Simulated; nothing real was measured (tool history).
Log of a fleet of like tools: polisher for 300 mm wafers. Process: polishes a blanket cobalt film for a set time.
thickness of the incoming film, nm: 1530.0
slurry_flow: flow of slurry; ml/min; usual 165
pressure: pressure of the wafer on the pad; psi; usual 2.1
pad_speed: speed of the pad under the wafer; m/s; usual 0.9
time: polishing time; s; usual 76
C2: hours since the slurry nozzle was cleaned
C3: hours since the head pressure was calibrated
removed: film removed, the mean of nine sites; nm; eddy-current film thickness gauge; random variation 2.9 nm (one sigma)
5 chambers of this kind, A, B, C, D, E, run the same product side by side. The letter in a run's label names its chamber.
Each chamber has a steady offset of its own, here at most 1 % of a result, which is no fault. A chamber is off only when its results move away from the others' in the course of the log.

{"run": "1A", "day": 0.542, "slurry_flow": 165, "pressure": 2.1, "pad_speed": 0.9, "time": 76, "wafers polished on this pad": 603, "C2": 258.2, "C3": 926.0, "removed": 373.92}
{"day": 0.679, "done": "chamber A: worn pad replaced by a new one"}
{"run": "2D", "day": 0.808, "slurry_flow": 165, "pressure": 2.1, "pad_speed": 0.9, "time": 76, "wafers polished on this pad": 492, "C2": 68.0, "C3": 838.5, "removed": 376.55}
{"run": "3E", "day": 1.238, "slurry_flow": 165, "pressure": 2.1, "pad_speed": 0.9, "time": 76, "wafers polished on this pad": 1229, "C2": 388.8, "C3": 352.2, "removed": 377.78}
{"day": 1.525, "done": "chamber D: worn pad replaced by a new one"}
{"run": "4C", "day": 1.629, "slurry_flow": 165, "pressure": 2.1, "pad_speed": 0.9, "time": 76, "wafers polished on this pad": 631, "C2": 290.3, "C3": 104.9, "removed": 375.81}
{"day": 1.962, "done": "chamber C: worn pad replaced by a new one"}
{"run": "5B", "day": 2.133, "slurry_flow": 165, "pressure": 2.1, "pad_speed": 0.8, "time": 93, "wafers polished on this pad": 719, "C2": 636.9, "C3": 698.4, "removed": 409.1}
{"day": 2.604, "done": "chamber E: worn pad replaced by a new one"}
{"run": "6D", "day": 2.629, "slurry_flow": 165, "pressure": 2.1, "pad_speed": 0.8, "time": 93, "wafers polished on this pad": 282, "C2": 111.7, "C3": 882.2, "removed": 406.44}
{"day": 2.712, "done": "chamber B: worn pad replaced by a new one"}
{"run": "7E", "day": 2.962, "slurry_flow": 165, "pressure": 2.1, "pad_speed": 0.8, "time": 93, "wafers polished on this pad": 91, "C2": 430.2, "C3": 393.6, "removed": 410.44}
{"run": "8B", "day": 3.242, "slurry_flow": 165, "pressure": 2.1, "pad_speed": 0.8, "time": 93, "wafers polished on this pad": 135, "C2": 663.5, "C3": 725.0, "removed": 405.22}
{"day": 3.442, "done": "chamber A: worn pad replaced by a new one"}
{"run": "9A", "day": 3.75, "slurry_flow": 165, "pressure": 2.1, "pad_speed": 0.8, "time": 93, "wafers polished on this pad": 79, "C2": 335.2, "C3": 1003.0, "removed": 405.94}
{"day": 4.096, "done": "chamber E: slurry nozzle cleaned"}
{"run": "10C", "day": 4.212, "slurry_flow": 165, "pressure": 2.1, "pad_speed": 0.9, "time": 76, "wafers polished on this pad": 574, "C2": 352.3, "C3": 166.9, "removed": 372.23}
{"day": 4.262, "done": "chamber C: worn pad replaced by a new one"}
{"day": 4.417, "done": "chamber B: head pressure recalibrated"}
{"day": 4.425, "done": "chamber D: worn pad replaced by a new one"}
{"run": "11B", "day": 4.517, "slurry_flow": 165, "pressure": 2.1, "pad_speed": 0.9, "time": 76, "wafers polished on this pad": 460, "C2": 694.1, "C3": 2.4, "removed": 343.58}
{"run": "12E", "day": 4.912, "slurry_flow": 165, "pressure": 2.1, "pad_speed": 0.9, "time": 76, "wafers polished on this pad": 589, "C2": 19.6, "C3": 440.4, "removed": 377.22}
{"run": "13C", "day": 5.342, "slurry_flow": 165, "pressure": 2.1, "pad_speed": 0.9, "time": 76, "wafers polished on this pad": 276, "C2": 379.4, "C3": 194.0, "removed": 374.85}
{"run": "14A", "day": 5.812, "slurry_flow": 165, "pressure": 2.1, "pad_speed": 0.9, "time": 76, "wafers polished on this pad": 605, "C2": 384.7, "C3": 1052.5, "removed": 373.81}
{"run": "15D", "day": 6.342, "slurry_flow": 165, "pressure": 2.1, "pad_speed": 0.9, "time": 76, "wafers polished on this pad": 489, "C2": 200.8, "C3": 971.3, "removed": 372.39}
{"day": 6.35, "done": "chamber A: worn pad replaced by a new one"}
{"day": 6.546, "done": "chamber B: worn pad replaced by a new one"}
{"run": "16E", "day": 6.704, "slurry_flow": 165, "pressure": 2.1, "pad_speed": 0.9, "time": 76, "wafers polished on this pad": 1046, "C2": 62.6, "C3": 483.4, "removed": 378.68}
{"day": 7.192, "done": "chamber C: worn pad replaced by a new one"}
{"run": "17A", "day": 7.25, "slurry_flow": 165, "pressure": 2.1, "pad_speed": 0.9, "time": 76, "wafers polished on this pad": 230, "C2": 419.2, "C3": 1087.0, "removed": 371.01}
{"day": 7.258, "done": "chamber D: worn pad replaced by a new one"}
{"run": "18D", "day": 7.688, "slurry_flow": 165, "pressure": 2.1, "pad_speed": 0.9, "time": 76, "wafers polished on this pad": 109, "C2": 233.1, "C3": 1003.6, "removed": 368.08}
{"day": 7.912, "done": "chamber B: slurry nozzle cleaned"}
{"run": "19C", "day": 8.008, "slurry_flow": 165, "pressure": 2.1, "pad_speed": 0.9, "time": 76, "wafers polished on this pad": 208, "C2": 443.4, "C3": 258.0, "removed": 372.54}
{"run": "20B", "day": 8.529, "slurry_flow": 165, "pressure": 2.1, "pad_speed": 0.9, "time": 76, "wafers polished on this pad": 506, "C2": 14.8, "C3": 98.7, "removed": 338.43}
{"run": "21B", "day": 9.033, "slurry_flow": 165, "pressure": 2.1, "pad_speed": 0.9, "time": 76, "wafers polished on this pad": 635, "C2": 26.9, "C3": 110.8, "removed": 341.94}
{"day": 9.05, "done": "chamber E: worn pad replaced by a new one"}
{"day": 9.096, "done": "chamber A: worn pad replaced by a new one"}
{"run": "22E", "day": 9.358, "slurry_flow": 165, "pressure": 2.1, "pad_speed": 0.9, "time": 76, "wafers polished on this pad": 79, "C2": 126.3, "C3": 547.1, "removed": 382.09}
{"day": 9.688, "done": "chamber C: worn pad replaced by a new one"}
{"run": "23D", "day": 9.717, "slurry_flow": 165, "pressure": 2.1, "pad_speed": 0.9, "time": 76, "wafers polished on this pad": 627, "C2": 281.8, "C3": 1052.3, "removed": 375.09}
{"run": "24C", "day": 10.071, "slurry_flow": 165, "pressure": 2.1, "pad_speed": 0.9, "time": 76, "wafers polished on this pad": 98, "C2": 492.9, "C3": 307.5, "removed": 376.45}
{"day": 10.104, "done": "chamber D: worn pad replaced by a new one"}
{"run": "25A", "day": 10.433, "slurry_flow": 165, "pressure": 2.1, "pad_speed": 0.9, "time": 76, "wafers polished on this pad": 341, "C2": 495.6, "C3": 1163.4, "removed": 376.13}
{"day": 10.546, "done": "chamber B: worn pad replaced by a new one"}
{"run": "26C", "day": 10.85, "slurry_flow": 165, "pressure": 2.1, "pad_speed": 0.9, "time": 76, "wafers polished on this pad": 297, "C2": 511.6, "C3": 326.2, "removed": 370.34}
{"run": "27E", "day": 11.175, "slurry_flow": 165, "pressure": 2.1, "pad_speed": 0.9, "time": 76, "wafers polished on this pad": 542, "C2": 169.9, "C3": 590.7, "removed": 378.68}
{"day": 11.333, "done": "chamber A: worn pad replaced by a new one"}
{"run": "28D", "day": 11.654, "slurry_flow": 165, "pressure": 2.1, "pad_speed": 0.9, "time": 76, "wafers polished on this pad": 395, "C2": 328.3, "C3": 1098.8, "removed": 374.16}
{"day": 12.125, "done": "chamber C: worn pad replaced by a new one"}
{"run": "29A", "day": 12.15, "slurry_flow": 165, "pressure": 2.1, "pad_speed": 0.9, "time": 76, "wafers polished on this pad": 209, "C2": 536.8, "C3": 1204.6, "removed": 367.8}
{"run": "30B", "day": 12.438, "slurry_flow": 165, "pressure": 2.1, "pad_speed": 0.9, "time": 76, "wafers polished on this pad": 482, "C2": 108.6, "C3": 192.5, "removed": 342.15}
{"run": "31C", "day": 12.767, "slurry_flow": 165, "pressure": 2.1, "pad_speed": 0.9, "time": 76, "wafers polished on this pad": 164, "C2": 557.6, "C3": 372.2, "removed": 372.33}
{"run": "32A", "day": 13.075, "slurry_flow": 165, "pressure": 2.1, "pad_speed": 0.9, "time": 76, "wafers polished on this pad": 445, "C2": 559.0, "C3": 1226.8, "removed": 368.98}

What goes on in this fleet: one chamber off, a drifting gauge, or nothing beyond the chambers' own small offsets? Name the chamber and the cause, if any.

A service left chamber B off against the others.
Cause: head's pressure below its setpoint, % = 8.91.

Here are 4 candidates for chamber B's next run, each the usual settings with a change, their results left as question marks. Which one brings its results back in line with what the others give on the usual settings?
In line means no further than this from the other chambers' mean on the usual settings: removed 10.00 nm
{"run": "33B-1", "day": 13.467, "slurry_flow": 165, "pressure": 2.2, "pad_speed": 0.96, "time": 80, "removed": "?"}
{"run": "33B-2", "day": 13.467, "slurry_flow": 165, "pressure": 2.3, "pad_speed": 0.9, "time": 76, "removed": "?"}
{"run": "33B-3", "day": 13.467, "slurry_flow": 165, "pressure": 2.1, "pad_speed": 0.9, "time": 65, "removed": "?"}
{"run": "33B-4", "day": 13.467, "slurry_flow": 165, "pressure": 2.1, "pad_speed": 0.82, "time": 76, "removed": "?"}

The other chambers' mean on the usual settings: removed 373.13 nm
run=33B-1 removed=400.15
run=33B-2 removed=372.20
run=33B-3 removed=290.94
run=33B-4 removed=309.67
33B-2 brings the chamber back in line.
